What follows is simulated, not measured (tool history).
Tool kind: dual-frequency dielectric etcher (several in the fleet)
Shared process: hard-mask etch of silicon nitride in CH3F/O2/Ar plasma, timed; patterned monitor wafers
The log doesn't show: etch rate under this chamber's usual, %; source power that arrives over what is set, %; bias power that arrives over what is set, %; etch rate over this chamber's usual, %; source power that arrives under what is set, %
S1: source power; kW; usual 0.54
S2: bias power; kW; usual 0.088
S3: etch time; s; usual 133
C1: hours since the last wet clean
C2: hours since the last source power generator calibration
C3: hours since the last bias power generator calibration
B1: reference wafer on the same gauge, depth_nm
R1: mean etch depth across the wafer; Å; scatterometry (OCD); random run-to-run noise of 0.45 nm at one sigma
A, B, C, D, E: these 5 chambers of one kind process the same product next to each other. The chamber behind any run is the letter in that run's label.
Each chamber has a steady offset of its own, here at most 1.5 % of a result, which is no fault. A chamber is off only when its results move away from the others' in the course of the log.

| run | hour | S1 | S2 | S3 | C1 | C2 | C3 | B1 | R1 |
|---|---|---|---|---|---|---|---|---|---|
| 1C | 5.2 | 0.54 | 0.088 | 133 | 330.2 | 3701.8 | 509.9 | 100.03 | 1119.4 |
| 2E | 11.1 | 0.54 | 0.088 | 133 | 132.9 | 1961.2 | 3887.4 | 100.08 | 1115.7 |
| 3A | 15.6 | 0.54 | 0.088 | 133 | 376.3 | 2211 | 280.3 | 100.1 | 1129.6 |
| 4B | 23.3 | 0.54 | 0.088 | 133 | 281.7 | 336 | 3336.8 | 99.878 | 1119.9 |
| 5D | 31.2 | 0.54 | 0.088 | 133 | 136.2 | 2505.3 | 3316.9 | 99.968 | 1112.5 |
| 6D | 37.6 | 0.54 | 0.088 | 133 | 142.6 | 2511.7 | 3323.3 | 100.07 | 1123.6 |
| 7B | 44.8 | 0.54 | 0.088 | 133 | 303.2 | 357.5 | 3358.3 | 100.01 | 1115.9 |
| 8C | 52.1 | 0.54 | 0.088 | 133 | 377.1 | 3748.7 | 556.8 | 100.11 | 1127.4 |
| 9A | 56.9 | 0.54 | 0.088 | 133 | 417.6 | 2252.3 | 321.6 | 99.969 | 1122.6 |
| 10E | 61.9 | 0.54 | 0.088 | 133 | 183.7 | 2012 | 3938.2 | 100 | 1118.6 |
| 11B | 69.7 | 0.54 | 0.088 | 133 | 328.1 | 382.4 | 3383.2 | 100.01 | 1122 |
|  | 76.3 | chamber D: bias power generator calibrated |
| 12D | 76.5 | 0.54 | 0.088 | 133 | 181.5 | 2550.6 | 0.3 | 100.04 | 1119.8 |
| 13A | 83.7 | 0.54 | 0.088 | 133 | 444.4 | 2279.1 | 348.4 | 100.02 | 1117.8 |
| 14C | 92.1 | 0.54 | 0.088 | 133 | 417.1 | 3788.7 | 596.8 | 100.03 | 1130.7 |
| 15E | 99.5 | 0.54 | 0.088 | 133 | 221.3 | 2049.6 | 3975.8 | 100.12 | 1123 |
| 16D | 107.1 | 0.54 | 0.088 | 133 | 212.1 | 2581.2 | 30.9 | 99.985 | 1124.9 |
| 17B | 112.5 | 0.54 | 0.088 | 133 | 370.9 | 425.2 | 3426 | 100.06 | 1123.8 |
| 18C | 119 | 0.54 | 0.106 | 133 | 444 | 3815.6 | 623.7 | 99.988 | 1208.2 |
|  | 123.1 | chamber A: wet clean of the chamber |
| 19E | 123.4 | 0.54 | 0.106 | 133 | 245.2 | 2073.5 | 3999.7 | 99.957 | 1192.7 |
| 20A | 131.4 | 0.54 | 0.106 | 133 | 8.3 | 2326.8 | 396.1 | 100.02 | 1139.4 |
| 21B | 136.5 | 0.54 | 0.106 | 133 | 394.9 | 449.2 | 3450 | 99.909 | 1199.4 |
| 22C | 142.3 | 0.54 | 0.106 | 133 | 467.3 | 3838.9 | 647 | 99.978 | 1198.1 |
|  | 145.4 | chamber E: source power generator calibrated |
| 23D | 149.1 | 0.54 | 0.088 | 133 | 254.1 | 2623.2 | 72.9 | 99.979 | 1113.7 |
| 24A | 156.6 | 0.54 | 0.088 | 133 | 33.5 | 2352 | 421.3 | 99.876 | 1066.2 |
| 25E | 161.1 | 0.54 | 0.088 | 133 | 282.9 | 15.8 | 4037.4 | 99.948 | 1112 |
| 26E | 166.2 | 0.54 | 0.088 | 133 | 288 | 20.9 | 4042.5 | 99.997 | 1119 |
| 27B | 172.1 | 0.54 | 0.088 | 133 | 430.5 | 484.8 | 3485.6 | 99.872 | 1112.3 |
| 28A | 176.4 | 0.54 | 0.088 | 133 | 53.3 | 2371.8 | 441.1 | 99.92 | 1069.8 |
| 29C | 184.9 | 0.54 | 0.088 | 133 | 509.9 | 3881.5 | 689.6 | 100.1 | 1121.7 |
| 30D | 194.3 | 0.54 | 0.088 | 133 | 299.3 | 2668.4 | 118.1 | 99.988 | 1115 |
| 31A | 203.7 | 0.45 | 0.109 | 133 | 80.6 | 2399.1 | 468.4 | 100.01 | 1080.9 |
|  | 210.3 | chamber C: wet clean of the chamber |
| 32E | 211.6 | 0.45 | 0.109 | 133 | 333.4 | 66.3 | 4087.9 | 99.939 | 1126.9 |
|  | 215.7 | chamber E: bias power generator calibrated |
| 33B | 216.8 | 0.45 | 0.109 | 133 | 475.2 | 529.5 | 3530.3 | 100.04 | 1135.1 |
| 34C | 221.2 | 0.45 | 0.109 | 133 | 10.9 | 3917.8 | 725.9 | 99.902 | 1132.9 |
| 35D | 225.4 | 0.45 | 0.109 | 133 | 330.4 | 2699.5 | 149.2 | 99.972 | 1129.2 |
| 36E | 230 | 0.54 | 0.088 | 133 | 351.8 | 84.7 | 14.4 | 100.06 | 1113.8 |

Is one chamber off against the others, does the gauge drift, or is nothing wrong? If a chamber is off, say which, and what the likeliest cause is.

The work done on chamber A during a service left it standing apart from the others.
Cause: etch rate under this chamber's usual, % = 4.97.

Which of the 4 candidates below, each the usual settings with something changed and its results left as question marks, puts chamber A back in line with what the other chambers give on the usual settings?
To be in line, a result may differ from the other chambers' mean on the usual settings by at most: R1 16 Å
| 37A-1 | 236.9 | 0.42 | 0.088 | 133 |  |  |  |  | ? |
| 37A-2 | 236.9 | 0.53 | 0.087 | 128.5 |  |  |  |  | ? |
| 37A-3 | 236.9 | 0.55 | 0.09 | 143.5 |  |  |  |  | ? |
| 37A-4 | 236.9 | 0.55 | 0.089 | 138.5 |  |  |  |  | ? |

On the usual settings, the other chambers give on average: R1 1118.2 Å
| run | R1 |
|---|---|
| 37A-1 | 968.74 |
| 37A-2 | 1016.9 |
| 37A-3 | 1165.5 |
| 37A-4 | 1120.4 |
37A-4 is the one that brings the chamber's results back in line with the other chambers.
